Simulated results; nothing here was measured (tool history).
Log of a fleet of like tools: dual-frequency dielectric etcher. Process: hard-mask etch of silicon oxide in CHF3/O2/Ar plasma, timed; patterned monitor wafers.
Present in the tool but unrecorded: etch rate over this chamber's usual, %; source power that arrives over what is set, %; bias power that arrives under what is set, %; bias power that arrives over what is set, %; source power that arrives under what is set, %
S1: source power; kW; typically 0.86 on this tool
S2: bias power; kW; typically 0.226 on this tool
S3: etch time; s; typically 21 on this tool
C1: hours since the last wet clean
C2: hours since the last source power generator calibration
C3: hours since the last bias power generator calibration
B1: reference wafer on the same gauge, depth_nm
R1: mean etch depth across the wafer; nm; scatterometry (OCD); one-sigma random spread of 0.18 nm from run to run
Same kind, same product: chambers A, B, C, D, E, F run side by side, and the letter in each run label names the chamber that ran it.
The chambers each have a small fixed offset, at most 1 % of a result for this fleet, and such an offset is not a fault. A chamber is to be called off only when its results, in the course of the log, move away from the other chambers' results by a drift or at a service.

| run | hour | S1 | S2 | S3 | C1 | C2 | C3 | B1 | R1 |
|---|---|---|---|---|---|---|---|---|---|
| 1B | 11.7 | 0.86 | 0.226 | 21 | 173.7 | 801.7 | 1627.3 | 41.535 | 51.38 |
| 2E | 21.9 | 0.86 | 0.226 | 21 | 57.2 | 297 | 536.1 | 41.55 | 51.387 |
| 3D | 34.5 | 0.86 | 0.226 | 21 | 410.5 | 1260 | 1775 | 41.513 | 50.95 |
|  | 36.5 | chamber D: wet clean of the chamber |
| 4C | 47 | 0.86 | 0.226 | 21 | 141 | 1088.1 | 1540.2 | 41.501 | 51.702 |
| 5F | 54.6 | 0.78 | 0.226 | 18 | 120.6 | 1900.8 | 1149.8 | 41.507 | 42.117 |
| 6A | 65.4 | 0.78 | 0.226 | 18 | 676 | 3069 | 578.9 | 41.485 | 42.256 |
|  | 72.4 | chamber A: wet clean of the chamber |
| 7E | 77.7 | 0.78 | 0.226 | 18 | 113 | 352.8 | 591.9 | 41.506 | 42.684 |
| 8F | 91.1 | 0.78 | 0.226 | 18 | 157.1 | 1937.3 | 1186.3 | 41.5 | 42.279 |
| 9A | 103.7 | 0.78 | 0.226 | 18 | 31.3 | 3107.3 | 617.2 | 41.49 | 42.19 |
|  | 111.2 | chamber A: source power generator calibrated |
| 10D | 117.1 | 0.78 | 0.226 | 18 | 80.6 | 1342.6 | 1857.6 | 41.477 | 42.256 |
| 11B | 123.8 | 0.86 | 0.226 | 21 | 285.8 | 913.8 | 1739.4 | 41.537 | 51.508 |
| 12C | 134.6 | 0.86 | 0.226 | 21 | 228.6 | 1175.7 | 1627.8 | 41.532 | 52.115 |
| 13F | 145.2 | 0.86 | 0.226 | 21 | 211.2 | 1991.4 | 1240.4 | 41.488 | 51.085 |
| 14D | 151.5 | 0.86 | 0.226 | 21 | 115 | 1377 | 1892 | 41.48 | 51.074 |
| 15B | 158.4 | 1.07 | 0.204 | 21 | 320.4 | 948.4 | 1774 | 41.499 | 53.801 |
| 16E | 172.6 | 1.07 | 0.204 | 21 | 207.9 | 447.7 | 686.8 | 41.463 | 53.615 |
| 17C | 184.7 | 1.07 | 0.204 | 21 | 278.7 | 1225.8 | 1677.9 | 41.503 | 54.382 |
| 18A | 191.8 | 1.07 | 0.204 | 21 | 119.4 | 80.6 | 705.3 | 41.498 | 53.851 |
| 19E | 198.2 | 1.07 | 0.204 | 21 | 233.5 | 473.3 | 712.4 | 41.471 | 54.074 |
| 20A | 209.2 | 1.07 | 0.204 | 21 | 136.8 | 98 | 722.7 | 41.517 | 53.879 |
| 21D | 220 | 0.86 | 0.226 | 21 | 183.5 | 1445.5 | 1960.5 | 41.497 | 50.925 |
| 22F | 231.9 | 0.86 | 0.226 | 21 | 297.9 | 2078.1 | 1327.1 | 41.486 | 51.143 |
| 23C | 242.6 | 0.86 | 0.226 | 21 | 336.6 | 1283.7 | 1735.8 | 41.463 | 51.821 |
| 24B | 253.7 | 0.86 | 0.226 | 21 | 415.7 | 1043.7 | 1869.3 | 41.501 | 51.909 |
| 25D | 264.4 | 0.86 | 0.226 | 21 | 227.9 | 1489.9 | 2004.9 | 41.525 | 50.947 |
|  | 268 | chamber F: wet clean of the chamber |
| 26A | 275.7 | 0.76 | 0.226 | 21 | 203.3 | 164.5 | 789.2 | 41.487 | 48.547 |
| 27E | 289.7 | 0.76 | 0.226 | 21 | 325 | 564.8 | 803.9 | 41.518 | 49.063 |
| 28B | 296.6 | 0.76 | 0.226 | 21 | 458.6 | 1086.6 | 1912.2 | 41.521 | 49.391 |
| 29C | 307.8 | 0.76 | 0.226 | 21 | 401.8 | 1348.9 | 1801 | 41.456 | 49.222 |
|  | 313.9 | chamber B: bias power generator calibrated |
| 30F | 319.1 | 0.76 | 0.226 | 21 | 51.2 | 2165.3 | 1414.3 | 41.538 | 48.891 |
| 31E | 325.5 | 0.76 | 0.226 | 21 | 360.8 | 600.6 | 839.7 | 41.492 | 48.853 |
| 32C | 333.2 | 0.86 | 0.226 | 21 | 427.2 | 1374.3 | 1826.4 | 41.476 | 51.961 |
| 33A | 342.5 | 0.86 | 0.226 | 21 | 270.1 | 231.3 | 856 | 41.514 | 51.715 |
| 34F | 355.4 | 0.86 | 0.226 | 21 | 87.5 | 2201.6 | 1450.6 | 41.51 | 51.355 |
| 35B | 365.5 | 0.94 | 0.226 | 17 | 527.5 | 1155.5 | 51.7 | 41.512 | 43.127 |
| 36D | 376.2 | 0.94 | 0.226 | 17 | 339.7 | 1601.7 | 2116.7 | 41.505 | 42.818 |
| 37E | 386.3 | 0.94 | 0.226 | 17 | 421.6 | 661.4 | 900.5 | 41.497 | 43.185 |
| 38D | 394 | 0.94 | 0.226 | 17 | 357.5 | 1619.5 | 2134.5 | 41.483 | 42.738 |
| 39F | 403.5 | 0.94 | 0.226 | 17 | 135.6 | 2249.7 | 1498.7 | 41.509 | 42.963 |
| 40B | 416.2 | 0.94 | 0.226 | 17 | 578.2 | 1206.2 | 102.4 | 41.513 | 43.052 |
| 41A | 425.9 | 0.86 | 0.226 | 21 | 353.5 | 314.7 | 939.4 | 41.534 | 51.15 |
|  | 433.8 | chamber B: wet clean of the chamber |
| 42C | 435.2 | 0.86 | 0.226 | 23 | 529.2 | 1476.3 | 1928.4 | 41.49 | 56.799 |
| 43B | 442.4 | 0.86 | 0.226 | 23 | 8.7 | 1232.4 | 128.6 | 41.508 | 56.576 |
| 44C | 451.6 | 0.86 | 0.226 | 23 | 545.6 | 1492.7 | 1944.8 | 41.49 | 56.656 |

The same settings go to every chamber for the next run, one line per chamber below. Forecast the results for each:
| 45A | 461.8 | 0.86 | 0.226 | 21 |  |  |  |  | ? |
| 45B | 461.8 | 0.86 | 0.226 | 21 |  |  |  |  | ? |
| 45C | 461.8 | 0.86 | 0.226 | 21 |  |  |  |  | ? |
| 45D | 461.8 | 0.86 | 0.226 | 21 |  |  |  |  | ? |
| 45E | 461.8 | 0.86 | 0.226 | 21 |  |  |  |  | ? |
| 45F | 461.8 | 0.86 | 0.226 | 21 |  |  |  |  | ? |

| run | R1 |
|---|---|
| 45A | 51.234 |
| 45B | 51.56 |
| 45C | 51.759 |
| 45D | 50.727 |
| 45E | 51.262 |
| 45F | 51.293 |
